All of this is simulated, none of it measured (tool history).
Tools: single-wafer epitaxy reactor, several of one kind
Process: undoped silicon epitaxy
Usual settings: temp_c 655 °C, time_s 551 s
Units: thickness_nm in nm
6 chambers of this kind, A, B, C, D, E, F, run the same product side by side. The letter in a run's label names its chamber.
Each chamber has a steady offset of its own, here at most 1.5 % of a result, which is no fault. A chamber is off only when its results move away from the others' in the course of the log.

| run | hour | temp_c | time_s | hours since the last pyrometer calibration | read-back reference wafer on the same gauge, thickness_nm | thickness_nm |
|---|---|---|---|---|---|---|
| 1E | 4.3 | 655 | 551 | 374.0 | 105.88 | 103.370 |
| 2F | 9.1 | 655 | 551 | 251.5 | 106.01 | 102.980 |
| 3D | 11.7 | 655 | 551 | 2033.8 | 105.94 | 102.690 |
| 4B | 15.1 | 655 | 551 | 1102.5 | 106.00 | 103.440 |
| 5C | 17.4 | 655 | 551 | 1186.6 | 105.97 | 104.610 |
| 6A | 19.8 | 655 | 551 | 1292.2 | 105.95 | 102.860 |
| 7F | 24.7 | 655 | 551 | 267.1 | 106.04 | 103.020 |
| 8C | 27.5 | 655 | 551 | 1196.7 | 106.04 | 104.190 |
| 9A | 31.3 | 655 | 551 | 1303.7 | 105.94 | 103.400 |
| 10D | 33.8 | 655 | 551 | 2055.9 | 106.05 | 103.210 |
| 11B | 37.9 | 655 | 602 | 1125.3 | 105.90 | 113.870 |
| 12E | 40.0 | 655 | 602 | 409.7 | 106.01 | 112.520 |
| 13F | 45.0 | 655 | 602 | 287.4 | 105.97 | 112.270 |
| 14E | 49.6 | 655 | 602 | 419.3 | 106.01 | 112.550 |
| 15D | 51.9 | 655 | 602 | 2074.0 | 106.10 | 111.900 |
| 16C | 56.4 | 655 | 602 | 1225.6 | 105.98 | 114.770 |
| 17B | 60.6 | 655 | 551 | 1148.0 | 106.09 | 103.650 |
| 18A | 64.5 | 655 | 551 | 1336.9 | 105.99 | 102.930 |
| 19E | 66.7 | 655 | 551 | 436.4 | 105.99 | 103.370 |
| 20C | 69.3 | 646 | 551 | 1238.5 | 106.06 | 85.795 |
| 21B | 72.3 | 646 | 551 | 1159.7 | 106.03 | 85.980 |
| 22F | 75.7 | 646 | 551 | 318.1 | 106.06 | 84.647 |
| 23D | 80.2 | 646 | 551 | 2102.3 | 105.99 | 84.693 |
| 24A | 83.1 | 646 | 551 | 1355.5 | 105.96 | 85.239 |
| 25B | 85.5 | 646 | 551 | 1172.9 | 105.98 | 85.655 |
| 26F | 89.9 | 650 | 455 | 332.3 | 105.95 | 76.483 |
| 27E | 93.4 | 650 | 455 | 463.1 | 106.01 | 76.079 |
| 28C | 96.9 | 650 | 455 | 1266.1 | 106.01 | 77.122 |
| 29D | 100.5 | 650 | 455 | 2122.6 | 106.05 | 76.267 |
| 30A | 103.2 | 650 | 455 | 1375.6 | 106.03 | 76.517 |
| 31A | 106.4 | 650 | 455 | 1378.8 | 105.99 | 76.445 |
| 32C | 110.7 | 655 | 551 | 1279.9 | 105.92 | 104.800 |
| 33B | 114.0 | 655 | 551 | 1201.4 | 106.05 | 104.420 |
| 34E | 118.7 | 655 | 551 | 488.4 | 106.08 | 102.920 |
| 35D | 121.2 | 655 | 551 | 2143.3 | 105.97 | 102.980 |
| 36F | 123.8 | 655 | 551 | 366.2 | 105.92 | 103.170 |
| 37D | 126.0 | 655 | 551 | 2148.1 | 106.07 | 102.730 |

Next, every chamber runs the same settings. What will each give?
| 38A | 129.5 | 655 | 551 |  |  | ? |
| 38B | 129.5 | 655 | 551 |  |  | ? |
| 38C | 129.5 | 655 | 551 |  |  | ? |
| 38D | 129.5 | 655 | 551 |  |  | ? |
| 38E | 129.5 | 655 | 551 |  |  | ? |
| 38F | 129.5 | 655 | 551 |  |  | ? |

| run | thickness_nm |
|---|---|
| 38A | 103.280 |
| 38B | 104.320 |
| 38C | 104.690 |
| 38D | 102.920 |
| 38E | 102.970 |
| 38F | 102.640 |

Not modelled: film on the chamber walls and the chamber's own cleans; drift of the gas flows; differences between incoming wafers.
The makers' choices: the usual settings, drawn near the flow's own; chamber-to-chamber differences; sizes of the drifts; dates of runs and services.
